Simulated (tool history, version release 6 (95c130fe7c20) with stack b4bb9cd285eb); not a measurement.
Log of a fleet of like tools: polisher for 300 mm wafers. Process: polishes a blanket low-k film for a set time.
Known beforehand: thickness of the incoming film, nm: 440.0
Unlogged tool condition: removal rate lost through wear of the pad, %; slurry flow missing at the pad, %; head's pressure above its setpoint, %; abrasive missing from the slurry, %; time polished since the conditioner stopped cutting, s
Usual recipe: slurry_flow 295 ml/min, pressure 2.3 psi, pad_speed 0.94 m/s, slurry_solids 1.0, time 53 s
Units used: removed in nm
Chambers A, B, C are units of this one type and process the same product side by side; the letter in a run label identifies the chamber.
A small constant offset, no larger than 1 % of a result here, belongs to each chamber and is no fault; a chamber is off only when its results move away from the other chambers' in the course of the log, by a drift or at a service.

run   hour  slurry_flow  pressure  pad_speed  slurry_solids  time  wafers polished on this pad  hours since the slurry nozzle was cleaned  hours since the head pressure was calibrated  hours since the slurry blender was calibrated  hours since the conditioning disc was replaced  removed
 1A    6.6          295       2.3       0.94            1.0    53                          428                                      166.6                                          66.3                                           70.0                                            47.0   22.818
       9.8  -- chamber B: worn pad replaced by a new one
 2B   20.8          295       2.3       0.94            1.0    53                          147                                       44.7                                        1000.0                                          164.6                                           112.1   23.228
      26.1  -- chamber B: conditioning disc replaced and pad reconditioned
 3C   29.4          295       2.3       0.94            1.0    53                          845                                      354.1                                         206.8                                          166.6                                            33.5   22.920
 4A   36.2          295       2.3       0.94            1.0    53                          822                                      196.2                                          95.9                                           99.6                                            76.6   22.702
 5B   47.0          295       2.3       0.94            1.0    53                          496                                       70.9                                        1026.2                                          190.8                                            20.9   22.941
 6C   58.1          210       2.3       0.94            1.0    53                         1227                                      382.8                                         235.5                                          195.3                                            62.2   22.207
      67.8  -- chamber C: worn pad replaced by a new one
 7C   69.0          210       2.3       0.94            1.0    53                           16                                      393.7                                         246.4                                          206.2                                            73.1   22.351
      80.9  -- chamber A: worn pad replaced by a new one
 8B   82.9          210       2.3       0.94            1.0    53                          975                                      106.8                                        1062.1                                          226.7                                            56.8   22.242
 9A   94.0          295       2.3       0.94            1.0    53                          175                                      254.0                                         153.7                                          157.4                                           134.4   22.356
10B  101.6          295       2.3       0.94            1.0    53                         1224                                      125.5                                        1080.8                                          245.4                                            75.5   23.226
11A  116.1          295       2.3       0.94            1.0    53                          470                                      276.1                                         175.8                                          179.5                                           156.5   22.661
     121.7  -- chamber B: worn pad replaced by a new one
12C  122.4          295       2.3       0.94            1.0    53                          728                                      447.1                                         299.8                                          259.6                                           126.5   22.875
13B  129.5          295       2.3       0.94            1.0    53                          104                                      153.4                                        1108.7                                          273.3                                           103.4   22.974
14A  136.4          295       2.3       0.94            1.0    53                          740                                      296.4                                         196.1                                          199.8                                           176.8   22.500
     139.9  -- chamber A: slurry nozzle cleaned
15C  144.8          295       2.3       0.94            1.0    53                         1027                                      469.5                                         322.2                                          282.0                                           148.9   22.853
16B  154.9          295       2.3       0.94            1.0    53                          443                                      178.8                                        1134.1                                          298.7                                           128.8   23.588
     158.0  -- chamber C: worn pad replaced by a new one
     158.4  -- chamber B: conditioning disc replaced and pad reconditioned
17A  165.5          295       2.3       1.12            1.0    46                         1128                                       25.7                                         225.2                                          228.9                                           205.9   22.745
     175.6  -- chamber A: conditioning disc replaced and pad reconditioned
18C  176.6          295       2.3       1.12            1.0    46                          248                                      501.3                                         354.0                                          313.8                                           180.7   22.540
     185.5  -- chamber A: worn pad replaced by a new one
19B  186.6          295       2.3       1.12            1.0    46                          865                                      210.5                                        1165.8                                          330.4                                            28.2   23.222
     187.5  -- chamber B: head pressure recalibrated
20A  200.8          295       2.3       0.94            1.0    53                          204                                       61.0                                         260.5                                          264.2                                            25.3   22.667
     203.0  -- chamber B: slurry nozzle cleaned
21C  212.3          295       2.3       0.94            1.0    53                          724                                      537.0                                         389.7                                          349.5                                           216.4   22.012
22A  225.5          295       2.3       0.72            1.0    68                          533                                       85.7                                         285.2                                          288.9                                            50.0   22.980
     233.4  -- chamber B: worn pad replaced by a new one
23B  235.6          295       2.3       0.72            1.0    68                           30                                       32.6                                          48.1                                          379.4                                            77.2   23.649
24C  245.2          295       2.3       0.72            1.0    68                         1162                                      569.9                                         422.6                                          382.4                                           249.3   22.759
25A  251.6          295       2.3       0.94            1.0    53                          881                                      111.8                                         311.3                                          315.0                                            76.1   22.659
     256.9  -- chamber C: worn pad replaced by a new one
     257.7  -- chamber A: slurry blender recalibrated
26C  263.7          295       2.3       0.94            1.0    53                           91                                      588.4                                         441.1                                          400.9                                           267.8   21.662
     269.0  -- chamber B: slurry blender recalibrated
27B  274.7          295       2.3       0.94            1.0    53                          551                                       71.7                                          87.2                                            5.8                                           116.3   22.811
     278.1  -- chamber A: worn pad replaced by a new one
28C  286.7          295       2.3       0.84            0.9    53                          397                                      611.4                                         464.1                                          423.9                                           290.8   18.600
29B  298.2          295       2.3       0.84            0.9    53                          865                                       95.2                                         110.7                                           29.3                                           139.8   19.879
30A  306.4          295       2.3       0.84            0.9    53                          377                                      166.6                                         366.1                                           48.8                                           130.9   19.743
     307.9  -- chamber B: conditioning disc replaced and pad reconditioned
31C  318.8          295       2.3       0.94            1.0    53                          825                                      643.5                                         496.2                                          456.0                                           322.9   21.381
32A  326.5          295       2.3       0.94            1.0    53                          645                                      186.7                                         386.2                                           68.9                                           151.0   22.700
33B  335.5          295       2.3       0.94            1.0    53                         1362                                      132.5                                         148.0                                           66.6                                            27.6   22.881
34C  343.5          295       2.3       0.94            1.0    53                         1154                                      668.2                                         520.9                                          480.7                                           347.6   21.162
     345.6  -- chamber B: worn pad replaced by a new one
35A  350.0          295       2.3       0.94            1.0    53                          958                                      210.2                                         409.7                                           92.4                                           174.5   22.726
     351.2  -- chamber A: conditioning disc replaced and pad reconditioned
36B  360.4          295       2.3       0.94            0.8    68                          198                                      157.4                                         172.9                                           91.5                                            52.5   26.630
     361.1  -- chamber C: worn pad replaced by a new one
     367.5  -- chamber C: conditioning disc replaced and pad reconditioned
37B  367.5          295       2.3       0.94            0.8    68                          293                                      164.5                                         180.0                                           98.6                                            59.6   26.689
     369.1  -- chamber A: worn pad replaced by a new one
38C  377.7          295       2.3       0.94            0.8    68                          221                                      702.4                                         555.1                                          514.9                                            10.2   23.950
39A  387.2          295       2.3       0.94            1.0    53                          242                                      247.4                                         446.9                                          129.6                                            36.0   22.865

All chambers now run identical settings, listed one chamber a line with results as question marks. What results will each chamber show?
40A  397.7          295       2.3       0.94            1.0    53                                                                                                                                                                                                                             ?
40B  397.7          295       2.3       0.94            1.0    53                                                                                                                                                                                                                             ?
40C  397.7          295       2.3       0.94            1.0    53                                                                                                                                                                                                                             ?

run  removed
40A   22.333
40B   22.714
40C   20.812
